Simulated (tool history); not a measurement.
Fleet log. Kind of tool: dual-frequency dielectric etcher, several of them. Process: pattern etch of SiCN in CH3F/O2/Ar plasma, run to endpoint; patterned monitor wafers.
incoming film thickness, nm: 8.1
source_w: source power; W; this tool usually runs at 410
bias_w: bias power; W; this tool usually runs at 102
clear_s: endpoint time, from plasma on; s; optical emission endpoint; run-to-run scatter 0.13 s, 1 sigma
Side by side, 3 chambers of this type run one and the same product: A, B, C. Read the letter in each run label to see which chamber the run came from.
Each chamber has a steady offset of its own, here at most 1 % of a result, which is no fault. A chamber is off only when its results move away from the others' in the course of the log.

run 1B hour=5.4 | source_w=410 bias_w=102 | clear_s=18.974
run 2C hour=15.3 | source_w=410 bias_w=102 | clear_s=18.981
run 3A hour=23.7 | source_w=410 bias_w=102 | clear_s=18.863
run 4A hour=30.8 | source_w=410 bias_w=102 | clear_s=18.676
run 5B hour=37.3 | source_w=410 bias_w=102 | clear_s=18.898
run 6C hour=42.9 | source_w=410 bias_w=102 | clear_s=18.576
run 7B hour=48.5 | source_w=410 bias_w=102 | clear_s=18.861
run 8C hour=57.3 | source_w=410 bias_w=102 | clear_s=18.612
run 9A hour=66.5 | source_w=410 bias_w=102 | clear_s=18.901
run 10A hour=74.2 | source_w=410 bias_w=102 | clear_s=19.178
run 11B hour=79.0 | source_w=410 bias_w=102 | clear_s=19.146
run 12C hour=88.3 | source_w=410 bias_w=102 | clear_s=18.782
run 13C hour=99.1 | source_w=410 bias_w=102 | clear_s=18.827
-- hour=107.8 chamber C: wet clean of the chamber
run 14B hour=109.1 | source_w=410 bias_w=102 | clear_s=19.133
run 15A hour=119.1 | source_w=410 bias_w=102 | clear_s=18.993
run 16B hour=128.5 | source_w=410 bias_w=102 | clear_s=18.681
run 17A hour=136.3 | source_w=410 bias_w=102 | clear_s=18.844
run 18C hour=143.2 | source_w=410 bias_w=102 | clear_s=17.865
run 19C hour=151.8 | source_w=410 bias_w=102 | clear_s=17.821
run 20B hour=157.4 | source_w=410 bias_w=102 | clear_s=18.745
run 21A hour=163.5 | source_w=410 bias_w=102 | clear_s=18.981
run 22A hour=173.5 | source_w=410 bias_w=102 | clear_s=18.851

Next, all 3 chambers run the settings below, one line each with question marks for the results. What does each chamber give?
run 23A hour=181.4 | source_w=410 bias_w=87 | clear_s=?
run 23B hour=181.4 | source_w=410 bias_w=87 | clear_s=?
run 23C hour=181.4 | source_w=410 bias_w=87 | clear_s=?

run=23A clear_s=20.225
run=23B clear_s=20.124
run=23C clear_s=18.934
